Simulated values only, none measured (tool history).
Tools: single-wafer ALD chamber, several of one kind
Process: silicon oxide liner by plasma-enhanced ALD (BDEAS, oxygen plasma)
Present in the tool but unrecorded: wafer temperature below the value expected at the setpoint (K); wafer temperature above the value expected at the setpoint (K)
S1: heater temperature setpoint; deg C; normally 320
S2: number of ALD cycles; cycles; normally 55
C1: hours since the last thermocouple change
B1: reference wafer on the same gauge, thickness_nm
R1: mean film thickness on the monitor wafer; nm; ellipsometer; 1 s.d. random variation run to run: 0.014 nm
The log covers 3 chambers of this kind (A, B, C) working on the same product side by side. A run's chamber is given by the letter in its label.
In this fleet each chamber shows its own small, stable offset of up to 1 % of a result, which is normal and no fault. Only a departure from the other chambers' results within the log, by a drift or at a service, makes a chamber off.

run,hour,S1,S2,C1,B1,R1
1A,9.7,320,55,694.1,4.1597,4.9693
2C,18.1,320,55,241.4,4.1609,4.9458
3B,23.4,320,55,521.6,4.1593,4.9467
4B,28.4,320,55,526.6,4.1602,4.9792
5C,38.3,320,55,261.6,4.1580,4.9259
6A,46.8,320,55,731.2,4.1598,4.9738
7C,52.7,320,55,276.0,4.1609,4.9302
8B,60.8,320,55,559.0,4.1559,4.9869
9A,66.8,320,55,751.2,4.1601,4.9755
10A,73.6,320,55,758.0,4.1625,4.9796
11B,83.2,320,46,581.4,4.1605,4.1563
12C,89.2,320,46,312.5,4.1629,4.1184
13C,93.8,320,46,317.1,4.1603,4.1081
14B,100.8,320,55,599.0,4.1604,4.9653
15A,110.3,320,55,794.7,4.1556,4.9548
16A,119.7,320,55,804.1,4.1576,4.9696
17B,126.2,320,55,624.4,4.1597,4.9959
18C,132.5,320,55,355.8,4.1585,4.9151
19B,139.7,320,55,637.9,4.1608,4.9683
20A,144.1,320,55,828.5,4.1590,4.9622
21C,150.9,320,55,374.2,4.1610,4.9429
22A,160.7,305,48,845.1,4.1610,4.4313
23C,170.5,305,48,393.8,4.1597,4.3800
24B,177.6,305,48,675.8,4.1582,4.4326
25C,183.0,320,60,406.3,4.1635,5.3665
26A,188.6,320,60,873.0,4.1588,5.4332
27B,198.0,320,60,696.2,4.1588,5.4275
28C,204.4,320,55,427.7,4.1623,4.9438
29B,214.0,320,55,712.2,4.1587,4.9806
30A,221.0,320,64,905.4,4.1571,5.7830
31C,228.7,320,64,452.0,4.1585,5.7170
32B,236.1,320,64,734.3,4.1582,5.8223
33A,243.9,320,59,928.3,4.1588,5.3255
34B,248.6,320,59,746.8,4.1611,5.3395
35C,253.2,320,59,476.5,4.1592,5.2812
36A,260.4,320,55,944.8,4.1578,4.9849
37B,269.6,320,66,767.8,4.1595,5.9740
38C,277.4,320,66,500.7,4.1602,5.9146
39A,287.2,320,66,971.6,4.1647,5.9489

Is one chamber out of step, is the gauge drifting, or do the chambers differ by no more than their own small offsets? For an off chamber, give its letter and the likeliest cause.

Neither any chamber nor the gauge drifts; the chambers differ only by their own small, steady offsets.
